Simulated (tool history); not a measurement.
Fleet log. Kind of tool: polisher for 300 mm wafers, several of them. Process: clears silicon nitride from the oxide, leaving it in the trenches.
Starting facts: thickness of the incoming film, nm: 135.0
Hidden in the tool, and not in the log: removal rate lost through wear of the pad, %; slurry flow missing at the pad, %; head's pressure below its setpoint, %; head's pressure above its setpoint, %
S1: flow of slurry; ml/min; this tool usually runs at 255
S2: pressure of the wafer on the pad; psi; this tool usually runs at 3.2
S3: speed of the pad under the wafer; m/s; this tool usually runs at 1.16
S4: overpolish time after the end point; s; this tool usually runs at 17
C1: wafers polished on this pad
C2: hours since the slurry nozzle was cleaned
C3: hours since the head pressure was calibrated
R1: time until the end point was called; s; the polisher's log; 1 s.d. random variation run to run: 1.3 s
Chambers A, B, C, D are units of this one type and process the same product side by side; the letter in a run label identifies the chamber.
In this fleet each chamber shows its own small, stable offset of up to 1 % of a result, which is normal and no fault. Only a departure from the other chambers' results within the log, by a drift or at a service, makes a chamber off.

| run | hour | S1 | S2 | S3 | S4 | C1 | C2 | C3 | R1 |
|---|---|---|---|---|---|---|---|---|---|
| 1B | 4.3 | 255 | 3.2 | 1.16 | 17 | 207 | 345.7 | 269.3 | 101.600 |
| 2D | 8.6 | 255 | 3.2 | 1.16 | 17 | 300 | 69.3 | 263.8 | 100.010 |
|  | 9.6 | chamber A: slurry nozzle cleaned |
| 3C | 14.6 | 255 | 3.2 | 1.16 | 17 | 899 | 743.1 | 821.8 | 100.300 |
| 4A | 18.3 | 255 | 3.2 | 1.16 | 17 | 956 | 8.7 | 973.7 | 99.563 |
|  | 21.7 | chamber A: worn pad replaced by a new one |
| 5B | 22.3 | 255 | 3.2 | 1.16 | 17 | 383 | 363.7 | 287.3 | 99.936 |
| 6D | 28.0 | 255 | 3.2 | 1.16 | 17 | 489 | 88.7 | 283.2 | 99.463 |
| 7C | 32.0 | 255 | 3.2 | 1.16 | 17 | 1068 | 760.5 | 839.2 | 101.490 |
| 8A | 38.4 | 255 | 2.7 | 0.78 | 17 | 163 | 28.8 | 993.8 | 182.220 |
| 9A | 44.8 | 255 | 2.7 | 0.78 | 17 | 225 | 35.2 | 1000.2 | 178.580 |
| 10C | 50.0 | 255 | 2.7 | 0.78 | 17 | 1243 | 778.5 | 857.2 | 177.390 |
| 11D | 55.8 | 255 | 2.7 | 0.78 | 17 | 760 | 116.5 | 311.0 | 179.180 |
| 12B | 59.2 | 255 | 3.2 | 1.16 | 17 | 742 | 400.6 | 324.2 | 99.253 |
|  | 59.3 | chamber D: worn pad replaced by a new one |
| 13A | 64.2 | 255 | 3.2 | 1.16 | 17 | 414 | 54.6 | 1019.6 | 102.230 |
| 14C | 69.5 | 255 | 3.2 | 1.16 | 17 | 1433 | 798.0 | 876.7 | 100.620 |
| 15D | 75.3 | 255 | 3.2 | 1.16 | 17 | 156 | 136.0 | 330.5 | 101.180 |
|  | 75.4 | chamber C: worn pad replaced by a new one |
| 16B | 82.0 | 255 | 3.2 | 1.16 | 17 | 964 | 423.4 | 347.0 | 101.390 |
|  | 87.9 | chamber B: worn pad replaced by a new one |
| 17D | 88.6 | 255 | 3.2 | 1.16 | 17 | 286 | 149.3 | 343.8 | 100.340 |
| 18A | 93.1 | 255 | 3.2 | 1.16 | 17 | 696 | 83.5 | 1048.5 | 101.440 |
| 19C | 98.7 | 255 | 3.2 | 1.16 | 17 | 227 | 827.2 | 905.9 | 101.480 |
| 20B | 103.6 | 255 | 3.2 | 1.16 | 17 | 152 | 445.0 | 368.6 | 99.375 |
| 21D | 109.9 | 255 | 3.2 | 1.16 | 17 | 493 | 170.6 | 365.1 | 99.652 |
| 22A | 114.0 | 255 | 3.2 | 1.16 | 17 | 899 | 104.4 | 1069.4 | 104.980 |
|  | 114.1 | chamber A: worn pad replaced by a new one |
| 23C | 119.4 | 255 | 3.2 | 1.16 | 17 | 429 | 847.9 | 926.6 | 100.280 |
| 24B | 125.3 | 255 | 3.2 | 1.16 | 17 | 364 | 466.7 | 390.3 | 101.830 |
| 25A | 129.2 | 255 | 3.2 | 1.16 | 17 | 147 | 119.6 | 1084.6 | 103.790 |
|  | 132.8 | chamber D: worn pad replaced by a new one |
| 26D | 133.5 | 255 | 3.2 | 0.78 | 14 | 7 | 194.2 | 388.7 | 149.940 |
| 27B | 138.6 | 255 | 3.2 | 0.78 | 14 | 493 | 480.0 | 403.6 | 149.380 |
|  | 139.4 | chamber C: slurry nozzle cleaned |
| 28C | 142.9 | 255 | 3.2 | 0.78 | 14 | 658 | 3.6 | 950.1 | 149.610 |
| 29A | 146.1 | 255 | 3.2 | 0.78 | 14 | 312 | 136.5 | 1101.5 | 154.210 |
| 30C | 149.5 | 255 | 3.2 | 1.16 | 17 | 722 | 10.2 | 956.7 | 101.820 |
| 31D | 152.7 | 255 | 3.2 | 1.16 | 17 | 194 | 213.4 | 407.9 | 101.540 |
| 32B | 156.7 | 255 | 3.2 | 1.16 | 17 | 670 | 498.1 | 421.7 | 101.540 |
| 33C | 162.2 | 255 | 3.2 | 1.16 | 17 | 846 | 22.9 | 969.4 | 101.600 |
| 34D | 165.7 | 205 | 2.5 | 1.16 | 17 | 320 | 226.4 | 420.9 | 131.630 |
| 35A | 169.8 | 205 | 2.5 | 1.16 | 17 | 543 | 160.2 | 1125.2 | 141.390 |
| 36B | 175.5 | 205 | 2.5 | 1.16 | 17 | 853 | 516.9 | 440.5 | 134.540 |
| 37C | 180.4 | 205 | 2.5 | 1.16 | 17 | 1023 | 41.1 | 987.6 | 133.650 |
| 38A | 186.0 | 255 | 3.2 | 1.16 | 17 | 700 | 176.4 | 1141.4 | 109.250 |
| 39D | 189.5 | 255 | 3.2 | 1.16 | 17 | 552 | 250.2 | 444.7 | 101.520 |
| 40B | 194.8 | 255 | 3.2 | 0.86 | 13 | 1041 | 536.2 | 459.8 | 138.280 |
|  | 195.4 | chamber A: slurry nozzle cleaned |
| 41C | 199.8 | 255 | 3.2 | 0.86 | 13 | 1212 | 60.5 | 1007.0 | 138.350 |
|  | 202.6 | chamber D: worn pad replaced by a new one |
| 42B | 206.0 | 255 | 3.2 | 0.86 | 13 | 1150 | 547.4 | 471.0 | 139.020 |
|  | 206.6 | chamber A: worn pad replaced by a new one |
| 43A | 212.3 | 255 | 3.2 | 0.86 | 13 | 55 | 17.0 | 1167.7 | 148.080 |
| 44D | 215.9 | 255 | 3.2 | 1.16 | 17 | 129 | 276.6 | 471.1 | 101.590 |

The same settings go to every chamber for the next run, one line per chamber below. Forecast the results for each:
| 45A | 220.9 | 255 | 3.2 | 1.16 | 21 |  |  |  | ? |
| 45B | 220.9 | 255 | 3.2 | 1.16 | 21 |  |  |  | ? |
| 45C | 220.9 | 255 | 3.2 | 1.16 | 21 |  |  |  | ? |
| 45D | 220.9 | 255 | 3.2 | 1.16 | 21 |  |  |  | ? |

| run | R1 |
|---|---|
| 45A | 109.150 |
| 45B | 101.000 |
| 45C | 100.560 |
| 45D | 101.410 |
